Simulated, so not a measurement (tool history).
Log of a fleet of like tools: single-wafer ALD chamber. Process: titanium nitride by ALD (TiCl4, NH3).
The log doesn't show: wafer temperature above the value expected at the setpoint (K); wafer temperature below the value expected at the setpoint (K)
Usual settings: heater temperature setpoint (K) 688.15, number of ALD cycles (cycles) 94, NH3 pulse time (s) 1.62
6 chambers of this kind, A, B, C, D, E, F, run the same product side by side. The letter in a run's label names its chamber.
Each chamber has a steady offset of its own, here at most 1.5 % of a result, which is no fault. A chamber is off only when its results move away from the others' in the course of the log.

run,day,heater temperature setpoint (K),number of ALD cycles (cycles),NH3 pulse time (s),hours since the last thermocouple change,"read-back reference wafer on the same gauge, thickness_nm",mean film thickness on the monitor wafer (nm)
1C,0.496,688.15,94,1.62,1418.2,1.9399,2.1001
2D,0.967,688.15,94,1.62,950.1,1.9399,2.1003
3A,1.375,688.15,94,1.62,1210.6,1.9405,2.0770
4F,1.704,688.15,94,1.62,1400.1,1.9415,2.0548
5E,2.292,688.15,94,1.62,704.8,1.9414,2.0788
6B,2.617,688.15,94,1.62,75.4,1.9409,2.0805
7B,3.100,688.15,94,1.62,87.0,1.9412,2.0871
8C,3.442,688.15,94,1.62,1488.9,1.9419,2.1030
9A,3.996,688.15,94,1.62,1273.5,1.9417,2.0774
10D,4.300,688.15,94,1.62,1030.1,1.9416,2.0984
# day 4.375: chamber C: thermocouple changed; heater temperature recalibrated
11E,4.588,688.15,94,1.62,759.9,1.9428,2.0795
12F,5.112,688.15,94,1.62,1481.9,1.9424,2.0543
13F,5.583,688.15,94,1.62,1493.2,1.9422,2.0559
14B,5.979,688.15,94,1.62,156.1,1.9433,2.0876
15E,6.583,688.15,94,1.62,807.8,1.9434,2.0798
16A,6.958,688.15,94,1.62,1344.6,1.9431,2.0795
17D,7.329,688.15,111,1.62,1102.8,1.9435,2.4841
18C,7.788,688.15,111,1.62,82.0,1.9440,2.4808
19D,8.162,688.15,111,1.62,1122.8,1.9436,2.4821
20E,8.700,688.15,111,1.62,858.6,1.9437,2.4575
21B,9.079,688.15,111,1.62,230.5,1.9437,2.4671
22C,9.367,688.15,111,1.62,119.9,1.9441,2.4812
23A,9.762,688.15,83,1.32,1411.9,1.9443,1.8246
# day 10.021: chamber F: thermocouple changed; heater temperature recalibrated
24F,10.121,688.15,83,1.32,2.4,1.9446,1.8052
25B,10.529,688.15,83,1.32,265.3,1.9450,1.8319
26E,11.104,688.15,83,1.32,916.3,1.9453,1.8230
27C,11.700,688.15,83,1.32,175.9,1.9457,1.8451
28F,12.125,688.15,83,1.32,50.5,1.9459,1.8053
29D,12.629,688.15,94,1.62,1230.0,1.9461,2.0994
30A,12.929,688.15,94,1.62,1487.9,1.9464,2.0829
31C,13.225,688.15,94,1.62,212.5,1.9461,2.1048
32A,13.621,688.15,94,1.62,1504.5,1.9462,2.0839
33B,14.033,688.15,94,1.62,349.4,1.9471,2.0916
34F,14.417,688.15,94,1.62,105.5,1.9467,2.0597
35D,14.704,688.15,94,1.62,1279.8,1.9473,2.1044
36E,15.067,688.15,94,1.62,1011.4,1.9470,2.0853
37D,15.496,688.15,94,1.62,1298.8,1.9473,2.1032
38A,16.100,688.15,94,1.62,1564.0,1.9475,2.0843
39B,16.438,688.15,94,1.62,407.1,1.9477,2.0961
40E,16.733,688.15,94,1.62,1051.4,1.9481,2.0844
41F,17.179,688.15,94,1.62,171.8,1.9484,2.0639
42C,17.750,688.15,94,1.62,321.1,1.9485,2.1113

Next, every chamber runs the same settings. What will each give?
43A,18.200,688.15,94,2.06,,,?
43B,18.200,688.15,94,2.06,,,?
43C,18.200,688.15,94,2.06,,,?
43D,18.200,688.15,94,2.06,,,?
43E,18.200,688.15,94,2.06,,,?
43F,18.200,688.15,94,2.06,,,?

run,mean film thickness on the monitor wafer (nm)
43A,2.0996
43B,2.1167
43C,2.1290
43D,2.1202
43E,2.1032
43F,2.0782

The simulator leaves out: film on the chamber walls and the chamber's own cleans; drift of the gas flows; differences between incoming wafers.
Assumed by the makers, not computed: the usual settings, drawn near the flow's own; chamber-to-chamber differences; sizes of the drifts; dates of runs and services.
